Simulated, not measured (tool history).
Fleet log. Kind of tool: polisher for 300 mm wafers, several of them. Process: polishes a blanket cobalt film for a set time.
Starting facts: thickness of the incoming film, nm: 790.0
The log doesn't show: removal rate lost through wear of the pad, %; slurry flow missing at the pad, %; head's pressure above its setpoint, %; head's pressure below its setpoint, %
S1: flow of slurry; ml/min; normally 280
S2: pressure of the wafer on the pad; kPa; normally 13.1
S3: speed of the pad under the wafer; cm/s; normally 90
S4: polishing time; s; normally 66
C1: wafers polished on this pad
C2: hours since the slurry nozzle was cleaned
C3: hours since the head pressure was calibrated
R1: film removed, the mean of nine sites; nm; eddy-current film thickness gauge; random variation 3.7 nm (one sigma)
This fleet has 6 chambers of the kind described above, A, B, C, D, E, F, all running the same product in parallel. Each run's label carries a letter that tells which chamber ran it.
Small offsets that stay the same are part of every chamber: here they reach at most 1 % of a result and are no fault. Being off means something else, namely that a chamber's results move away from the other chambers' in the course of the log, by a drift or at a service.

{"day": 0.062, "done": "chamber B: slurry nozzle cleaned"}
{"run": "1E", "day": 0.346, "S1": 280, "S2": 13.1, "S3": 90, "S4": 66, "C1": 502, "C2": 397.1, "C3": 1063.8, "R1": 311.49}
{"day": 0.508, "done": "chamber B: worn pad replaced by a new one"}
{"run": "2A", "day": 0.571, "S1": 280, "S2": 13.1, "S3": 90, "S4": 66, "C1": 613, "C2": 350.9, "C3": 352.2, "R1": 310.44}
{"run": "3F", "day": 0.75, "S1": 280, "S2": 13.1, "S3": 90, "S4": 66, "C1": 545, "C2": 217.2, "C3": 406.9, "R1": 305.64}
{"run": "4B", "day": 1.15, "S1": 280, "S2": 13.1, "S3": 90, "S4": 66, "C1": 88, "C2": 26.1, "C3": 51.6, "R1": 307.41}
{"day": 1.158, "done": "chamber F: worn pad replaced by a new one"}
{"run": "5C", "day": 1.454, "S1": 280, "S2": 13.1, "S3": 90, "S4": 66, "C1": 248, "C2": 212.3, "C3": 507.2, "R1": 307.79}
{"run": "6D", "day": 1.679, "S1": 280, "S2": 13.1, "S3": 90, "S4": 66, "C1": 436, "C2": 209.7, "C3": 566.4, "R1": 301.26}
{"day": 1.938, "done": "chamber F: slurry nozzle cleaned"}
{"run": "7D", "day": 2.062, "S1": 280, "S2": 13.1, "S3": 90, "S4": 66, "C1": 488, "C2": 218.9, "C3": 575.6, "R1": 302.54}
{"day": 2.104, "done": "chamber D: worn pad replaced by a new one"}
{"run": "8B", "day": 2.321, "S1": 280, "S2": 13.1, "S3": 90, "S4": 66, "C1": 249, "C2": 54.2, "C3": 79.7, "R1": 308.08}
{"day": 2.412, "done": "chamber A: worn pad replaced by a new one"}
{"run": "9C", "day": 2.533, "S1": 280, "S2": 13.1, "S3": 90, "S4": 66, "C1": 397, "C2": 238.2, "C3": 533.1, "R1": 307.12}
{"day": 2.746, "done": "chamber E: worn pad replaced by a new one"}
{"run": "10E", "day": 2.762, "S1": 280, "S2": 13.1, "S3": 90, "S4": 66, "C1": 2, "C2": 455.1, "C3": 1121.8, "R1": 303.99}
{"run": "11A", "day": 3.088, "S1": 280, "S2": 13.1, "S3": 90, "S4": 66, "C1": 92, "C2": 411.3, "C3": 412.6, "R1": 307.04}
{"day": 3.188, "done": "chamber E: slurry nozzle cleaned"}
{"run": "12F", "day": 3.267, "S1": 280, "S2": 13.1, "S3": 90, "S4": 66, "C1": 290, "C2": 31.9, "C3": 467.3, "R1": 307.86}
{"day": 3.525, "done": "chamber F: head pressure recalibrated"}
{"run": "13E", "day": 3.625, "S1": 280, "S2": 13.1, "S3": 90, "S4": 66, "C1": 121, "C2": 10.5, "C3": 1142.5, "R1": 306.77}
{"run": "14C", "day": 4.0, "S1": 280, "S2": 13.1, "S3": 90, "S4": 66, "C1": 598, "C2": 273.4, "C3": 568.3, "R1": 310.69}
{"run": "15D", "day": 4.279, "S1": 280, "S2": 13.1, "S3": 90, "S4": 74, "C1": 299, "C2": 272.1, "C3": 628.8, "R1": 337.17}
{"run": "16B", "day": 4.458, "S1": 280, "S2": 13.1, "S3": 90, "S4": 74, "C1": 543, "C2": 105.5, "C3": 131.0, "R1": 343.33}
{"run": "17A", "day": 4.775, "S1": 280, "S2": 13.1, "S3": 90, "S4": 74, "C1": 324, "C2": 451.8, "C3": 453.1, "R1": 350.61}
{"run": "18F", "day": 5.104, "S1": 280, "S2": 13.1, "S3": 90, "S4": 74, "C1": 542, "C2": 76.0, "C3": 38.0, "R1": 342.01}
{"day": 5.162, "done": "chamber D: slurry nozzle cleaned"}
{"run": "19F", "day": 5.346, "S1": 280, "S2": 13.1, "S3": 90, "S4": 74, "C1": 576, "C2": 81.8, "C3": 43.8, "R1": 341.59}
{"day": 5.579, "done": "chamber D: worn pad replaced by a new one"}
{"run": "20C", "day": 5.75, "S1": 280, "S2": 13.1, "S3": 90, "S4": 74, "C1": 839, "C2": 315.4, "C3": 610.3, "R1": 348.88}
{"day": 5.792, "done": "chamber A: head pressure recalibrated"}
{"run": "21D", "day": 6.071, "S1": 280, "S2": 13.1, "S3": 90, "S4": 66, "C1": 67, "C2": 21.9, "C3": 671.8, "R1": 305.72}
{"day": 6.083, "done": "chamber F: worn pad replaced by a new one"}
{"run": "22E", "day": 6.338, "S1": 280, "S2": 13.1, "S3": 90, "S4": 66, "C1": 494, "C2": 75.6, "C3": 1207.6, "R1": 313.1}
{"run": "23A", "day": 6.642, "S1": 280, "S2": 13.1, "S3": 90, "S4": 66, "C1": 581, "C2": 496.6, "C3": 20.4, "R1": 332.17}
{"run": "24B", "day": 7.05, "S1": 280, "S2": 13.1, "S3": 90, "S4": 66, "C1": 899, "C2": 167.7, "C3": 193.2, "R1": 307.32}
{"run": "25B", "day": 7.421, "S1": 280, "S2": 13.1, "S3": 90, "S4": 66, "C1": 950, "C2": 176.6, "C3": 202.1, "R1": 304.3}
{"run": "26C", "day": 7.788, "S1": 280, "S2": 13.1, "S3": 90, "S4": 66, "C1": 1119, "C2": 364.3, "C3": 659.2, "R1": 304.64}
{"run": "27F", "day": 8.05, "S1": 280, "S2": 13.1, "S3": 90, "S4": 66, "C1": 270, "C2": 146.7, "C3": 108.7, "R1": 308.86}
{"run": "28A", "day": 8.388, "S1": 280, "S2": 13.1, "S3": 90, "S4": 66, "C1": 821, "C2": 538.5, "C3": 62.3, "R1": 331.08}
{"run": "29D", "day": 8.771, "S1": 280, "S2": 13.1, "S3": 90, "S4": 66, "C1": 439, "C2": 86.7, "C3": 736.6, "R1": 303.27}
{"day": 8.8, "done": "chamber E: head pressure recalibrated"}
{"day": 8.879, "done": "chamber A: worn pad replaced by a new one"}
{"day": 9.079, "done": "chamber D: worn pad replaced by a new one"}
{"day": 9.171, "done": "chamber B: worn pad replaced by a new one"}
{"run": "30E", "day": 9.171, "S1": 280, "S2": 13.1, "S3": 90, "S4": 66, "C1": 883, "C2": 143.6, "C3": 9.0, "R1": 310.19}
{"day": 9.212, "done": "chamber E: worn pad replaced by a new one"}
{"day": 9.267, "done": "chamber C: worn pad replaced by a new one"}
{"run": "31F", "day": 9.354, "S1": 280, "S2": 13.1, "S3": 90, "S4": 66, "C1": 450, "C2": 178.0, "C3": 140.0, "R1": 304.79}
{"run": "32C", "day": 9.654, "S1": 280, "S2": 13.1, "S3": 90, "S4": 66, "C1": 53, "C2": 409.1, "C3": 704.0, "R1": 313.05}
{"run": "33E", "day": 9.925, "S1": 280, "S2": 13.1, "S3": 90, "S4": 66, "C1": 97, "C2": 161.7, "C3": 27.1, "R1": 308.81}
{"run": "34B", "day": 10.217, "S1": 280, "S2": 13.1, "S3": 90, "S4": 66, "C1": 144, "C2": 243.7, "C3": 269.2, "R1": 308.49}
{"run": "35D", "day": 10.438, "S1": 280, "S2": 13.1, "S3": 90, "S4": 66, "C1": 187, "C2": 126.7, "C3": 776.6, "R1": 308.47}
{"run": "36A", "day": 10.65, "S1": 280, "S2": 13.1, "S3": 90, "S4": 66, "C1": 243, "C2": 592.8, "C3": 116.6, "R1": 333.94}
{"run": "37E", "day": 10.85, "S1": 280, "S2": 16.5, "S3": 116, "S4": 66, "C1": 225, "C2": 183.9, "C3": 49.3, "R1": 497.19}

Each of the 6 chambers runs these same settings next. Fill in every chamber's results:
{"run": "38A", "day": 11.146, "S1": 280, "S2": 13.1, "S3": 90, "S4": 66, "R1": "?"}
{"run": "38B", "day": 11.146, "S1": 280, "S2": 13.1, "S3": 90, "S4": 66, "R1": "?"}
{"run": "38C", "day": 11.146, "S1": 280, "S2": 13.1, "S3": 90, "S4": 66, "R1": "?"}
{"run": "38D", "day": 11.146, "S1": 280, "S2": 13.1, "S3": 90, "S4": 66, "R1": "?"}
{"run": "38E", "day": 11.146, "S1": 280, "S2": 13.1, "S3": 90, "S4": 66, "R1": "?"}
{"run": "38F", "day": 11.146, "S1": 280, "S2": 13.1, "S3": 90, "S4": 66, "R1": "?"}

run=38A R1=334.69
run=38B R1=310.15
run=38C R1=309.42
run=38D R1=298.55
run=38E R1=303.89
run=38F R1=310.57
